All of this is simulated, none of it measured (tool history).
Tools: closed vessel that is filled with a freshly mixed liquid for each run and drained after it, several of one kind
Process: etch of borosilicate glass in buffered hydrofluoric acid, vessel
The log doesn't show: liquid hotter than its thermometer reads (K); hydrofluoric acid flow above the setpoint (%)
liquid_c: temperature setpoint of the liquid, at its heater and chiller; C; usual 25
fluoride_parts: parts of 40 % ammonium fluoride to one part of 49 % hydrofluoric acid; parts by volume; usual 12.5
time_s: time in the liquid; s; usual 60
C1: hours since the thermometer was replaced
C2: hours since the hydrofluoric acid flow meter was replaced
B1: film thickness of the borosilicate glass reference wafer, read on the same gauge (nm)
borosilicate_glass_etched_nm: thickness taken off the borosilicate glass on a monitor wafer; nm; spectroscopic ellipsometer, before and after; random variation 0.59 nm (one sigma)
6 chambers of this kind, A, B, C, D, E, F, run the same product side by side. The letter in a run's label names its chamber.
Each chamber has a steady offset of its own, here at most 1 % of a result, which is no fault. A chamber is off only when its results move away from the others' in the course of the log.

Run 1B, hour 4.2: usual settings; C1 461.1; C2 707.7; B1 150.01. Result: borosilicate_glass_etched_nm 63.881 nm.
Run 2E, hour 8.6: usual settings; C1 1080.6; C2 188.7; B1 150.04. Result: borosilicate_glass_etched_nm 63.995 nm.
Run 3D, hour 12.3: usual settings; C1 777.2; C2 709.9; B1 150.03. Result: borosilicate_glass_etched_nm 63.89 nm.
Run 4A, hour 14.8: usual settings; C1 598.8; C2 289.2; B1 150.03. Result: borosilicate_glass_etched_nm 63.599 nm.
Run 5F, hour 19.3: usual settings; C1 490.7; C2 444.6; B1 150.04. Result: borosilicate_glass_etched_nm 62.901 nm.
Run 6C, hour 21.9: usual settings; C1 352.4; C2 266.4; B1 150.02. Result: borosilicate_glass_etched_nm 63.761 nm.
Run 7B, hour 25.2: usual settings but liquid_c 28 C, fluoride_parts 8 parts by volume; C1 482.1; C2 728.7; B1 150.02. Result: borosilicate_glass_etched_nm 115.99 nm.
Run 8A, hour 27.4: usual settings but liquid_c 28 C, fluoride_parts 8 parts by volume; C1 611.4; C2 301.8; B1 150.04. Result: borosilicate_glass_etched_nm 111.95 nm.
Run 9F, hour 30.4: usual settings but liquid_c 28 C, fluoride_parts 8 parts by volume; C1 501.8; C2 455.7; B1 149.96. Result: borosilicate_glass_etched_nm 113.38 nm.
Run 10E, hour 34.6: usual settings but liquid_c 28 C, fluoride_parts 8 parts by volume; C1 1106.6; C2 214.7; B1 149.96. Result: borosilicate_glass_etched_nm 118.55 nm.
Run 11D, hour 38.6: usual settings but liquid_c 28 C, fluoride_parts 8 parts by volume; C1 803.5; C2 736.2; B1 149.99. Result: borosilicate_glass_etched_nm 112.01 nm.
Run 12C, hour 43.3: usual settings but liquid_c 28 C, fluoride_parts 8 parts by volume; C1 373.8; C2 287.8; B1 150. Result: borosilicate_glass_etched_nm 113.36 nm.
Run 13F, hour 47.7: usual settings; C1 519.1; C2 473; B1 149.99. Result: borosilicate_glass_etched_nm 63.243 nm.
At hour 50.6: chamber B: hydrofluoric acid flow meter replaced.
Run 14E, hour 51.7: usual settings; C1 1123.7; C2 231.8; B1 150.02. Result: borosilicate_glass_etched_nm 66.175 nm.
Run 15B, hour 56.1: usual settings but liquid_c 27 C, time_s 30 s; C1 513; C2 5.6; B1 150.03. Result: borosilicate_glass_etched_nm 35.476 nm.
Run 16D, hour 58.7: usual settings but liquid_c 27 C, time_s 30 s; C1 823.6; C2 756.3; B1 150.03. Result: borosilicate_glass_etched_nm 34.903 nm.
Run 17A, hour 61.8: usual settings but liquid_c 27 C, time_s 30 s; C1 645.8; C2 336.2; B1 150.01. Result: borosilicate_glass_etched_nm 35.137 nm.
Run 18C, hour 64.5: usual settings but liquid_c 27 C, time_s 30 s; C1 395; C2 309; B1 150.02. Result: borosilicate_glass_etched_nm 35.497 nm.
Run 19F, hour 68: usual settings but liquid_c 27 C, time_s 30 s; C1 539.4; C2 493.3; B1 149.98. Result: borosilicate_glass_etched_nm 35.248 nm.
Run 20D, hour 71.9: usual settings but liquid_c 27 C, time_s 30 s; C1 836.8; C2 769.5; B1 150.01. Result: borosilicate_glass_etched_nm 34.598 nm.
Run 21C, hour 76.3: usual settings; C1 406.8; C2 320.8; B1 150.04. Result: borosilicate_glass_etched_nm 63.706 nm.
Run 22B, hour 79.2: usual settings; C1 536.1; C2 28.7; B1 149.97. Result: borosilicate_glass_etched_nm 64.445 nm.
Run 23E, hour 83.4: usual settings; C1 1155.4; C2 263.5; B1 150.01. Result: borosilicate_glass_etched_nm 68.179 nm.
Run 24A, hour 88.1: usual settings; C1 672.1; C2 362.5; B1 150.02. Result: borosilicate_glass_etched_nm 63.736 nm.
Run 25F, hour 92.3: usual settings; C1 563.7; C2 517.6; B1 150.01. Result: borosilicate_glass_etched_nm 63.533 nm.
At hour 95.7: chamber F: hydrofluoric acid flow meter replaced.
Run 26B, hour 96.5: usual settings; C1 553.4; C2 46; B1 150.02. Result: borosilicate_glass_etched_nm 64.481 nm.
Run 27A, hour 99: usual settings but time_s 40 s; C1 683; C2 373.4; B1 150.01. Result: borosilicate_glass_etched_nm 42.964 nm.
Run 28E, hour 101.7: usual settings but time_s 40 s; C1 1173.7; C2 281.8; B1 150. Result: borosilicate_glass_etched_nm 46.202 nm.
Run 29D, hour 105.5: usual settings but time_s 40 s; C1 870.4; C2 803.1; B1 149.98. Result: borosilicate_glass_etched_nm 41.639 nm.
Run 30C, hour 107.7: usual settings but time_s 40 s; C1 438.2; C2 352.2; B1 149.99. Result: borosilicate_glass_etched_nm 42.134 nm.
Run 31A, hour 110.9: usual settings but time_s 40 s; C1 694.9; C2 385.3; B1 150. Result: borosilicate_glass_etched_nm 42.229 nm.
Run 32C, hour 113.7: usual settings but time_s 40 s; C1 444.2; C2 358.2; B1 150.01. Result: borosilicate_glass_etched_nm 42.636 nm.
Run 33B, hour 117.9: usual settings but fluoride_parts 16.5 parts by volume, time_s 30 s; C1 574.8; C2 67.4; B1 150.03. Result: borosilicate_glass_etched_nm 24.256 nm.
Run 34F, hour 120: usual settings but fluoride_parts 16.5 parts by volume, time_s 30 s; C1 591.4; C2 24.4; B1 150. Result: borosilicate_glass_etched_nm 24.521 nm.
Run 35E, hour 123.1: usual settings but fluoride_parts 16.5 parts by volume, time_s 30 s; C1 1195.1; C2 303.2; B1 150. Result: borosilicate_glass_etched_nm 26.814 nm.
Run 36D, hour 125.5: usual settings but fluoride_parts 16.5 parts by volume, time_s 30 s; C1 890.4; C2 823.1; B1 150. Result: borosilicate_glass_etched_nm 24.247 nm.
Run 37D, hour 129.3: usual settings but fluoride_parts 16.5 parts by volume, time_s 30 s; C1 894.2; C2 826.9; B1 150.02. Result: borosilicate_glass_etched_nm 24.038 nm.
Run 38A, hour 133.7: usual settings but fluoride_parts 16.5 parts by volume, time_s 30 s; C1 717.7; C2 408.1; B1 149.99. Result: borosilicate_glass_etched_nm 24.236 nm.

All 6 chambers run these settings next. Forecast each chamber's results:
Run 39A, hour 137.1: usual settings. Result: borosilicate_glass_etched_nm ?.
Run 39B, hour 137.1: usual settings. Result: borosilicate_glass_etched_nm ?.
Run 39C, hour 137.1: usual settings. Result: borosilicate_glass_etched_nm ?.
Run 39D, hour 137.1: usual settings. Result: borosilicate_glass_etched_nm ?.
Run 39E, hour 137.1: usual settings. Result: borosilicate_glass_etched_nm ?.
Run 39F, hour 137.1: usual settings. Result: borosilicate_glass_etched_nm ?.

run  borosilicate_glass_etched_nm
39A                        63.154
39B                        64.708
39C                        63.136
39D                         63.04
39E                        72.599
39F                        63.791
